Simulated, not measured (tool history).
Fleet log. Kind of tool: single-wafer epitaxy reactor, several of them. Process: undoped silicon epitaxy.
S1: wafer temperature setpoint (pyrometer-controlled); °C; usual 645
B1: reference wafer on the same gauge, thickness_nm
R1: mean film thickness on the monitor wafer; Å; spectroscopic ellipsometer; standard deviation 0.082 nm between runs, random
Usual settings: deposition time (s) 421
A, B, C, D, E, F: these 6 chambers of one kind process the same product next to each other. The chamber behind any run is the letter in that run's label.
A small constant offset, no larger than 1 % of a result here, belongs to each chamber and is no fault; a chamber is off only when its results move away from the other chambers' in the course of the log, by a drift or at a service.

run 1E hour=8.1 | S1=645 deposition_time_(s)=421 | B1=59.289 | R1=629.4
run 2B hour=16.5 | S1=645 deposition_time_(s)=421 | B1=59.263 | R1=633.55
run 3C hour=25 | S1=645 deposition_time_(s)=421 | B1=59.249 | R1=630.43
run 4A hour=34.8 | S1=645 deposition_time_(s)=421 | B1=59.259 | R1=637.61
run 5D hour=41.9 | S1=645 deposition_time_(s)=421 | B1=59.249 | R1=632.02
run 6F hour=48.5 | S1=658 deposition_time_(s)=421 | B1=59.223 | R1=844.19
run 7E hour=58.4 | S1=658 deposition_time_(s)=421 | B1=59.221 | R1=838.14
run 8A hour=63.5 | S1=658 deposition_time_(s)=421 | B1=59.219 | R1=846.92
run 9D hour=73.1 | S1=658 deposition_time_(s)=421 | B1=59.2 | R1=843.11
run 10C hour=79.7 | S1=658 deposition_time_(s)=421 | B1=59.214 | R1=832.61
run 11B hour=89 | S1=658 deposition_time_(s)=421 | B1=59.206 | R1=843.88
run 12F hour=94.9 | S1=645 deposition_time_(s)=421 | B1=59.198 | R1=634.24
run 13D hour=104.8 | S1=645 deposition_time_(s)=421 | B1=59.166 | R1=631.93
run 14A hour=112.1 | S1=645 deposition_time_(s)=421 | B1=59.155 | R1=634.4
run 15E hour=116.6 | S1=645 deposition_time_(s)=421 | B1=59.153 | R1=627.74
run 16C hour=122.4 | S1=645 deposition_time_(s)=421 | B1=59.155 | R1=628.7
run 17B hour=129.3 | S1=645 deposition_time_(s)=421 | B1=59.128 | R1=632.5
run 18F hour=134 | S1=645 deposition_time_(s)=421 | B1=59.136 | R1=633.14
run 19B hour=139.4 | S1=645 deposition_time_(s)=421 | B1=59.128 | R1=630.83
run 20E hour=145.9 | S1=645 deposition_time_(s)=345 | B1=59.142 | R1=514.18
run 21C hour=150.9 | S1=645 deposition_time_(s)=345 | B1=59.106 | R1=515.48
run 22F hour=157.6 | S1=645 deposition_time_(s)=345 | B1=59.083 | R1=518.34
run 23D hour=162.4 | S1=645 deposition_time_(s)=345 | B1=59.113 | R1=517.12
run 24A hour=172.2 | S1=645 deposition_time_(s)=345 | B1=59.098 | R1=520.18
run 25C hour=178.6 | S1=645 deposition_time_(s)=345 | B1=59.062 | R1=514.35
run 26B hour=185.9 | S1=645 deposition_time_(s)=421 | B1=59.066 | R1=630.44
run 27F hour=194.2 | S1=645 deposition_time_(s)=421 | B1=59.055 | R1=630.29
run 28D hour=204 | S1=655 deposition_time_(s)=375 | B1=59.049 | R1=699.12
run 29E hour=209.5 | S1=655 deposition_time_(s)=375 | B1=59.041 | R1=697.21
run 30A hour=215.1 | S1=655 deposition_time_(s)=375 | B1=59.055 | R1=701.81
run 31F hour=220.1 | S1=655 deposition_time_(s)=375 | B1=59.028 | R1=701.26
run 32B hour=227.4 | S1=655 deposition_time_(s)=375 | B1=59.01 | R1=700.64
run 33A hour=231.9 | S1=655 deposition_time_(s)=375 | B1=58.999 | R1=703.09
run 34C hour=237.7 | S1=645 deposition_time_(s)=421 | B1=59.005 | R1=627.15
run 35E hour=245.2 | S1=645 deposition_time_(s)=421 | B1=59 | R1=627.17
run 36D hour=249.8 | S1=645 deposition_time_(s)=421 | B1=58.993 | R1=630.05

Which is it: a chamber that has drifted or been left off by a service, a gauge drift common to all chambers, or only each chamber's usual small offset? If a chamber is off, name it and its likeliest cause.

The gauge drifts, so all chambers seem to drift together. No chamber is off.
Cause: gauge reads low (%) = 0.531.
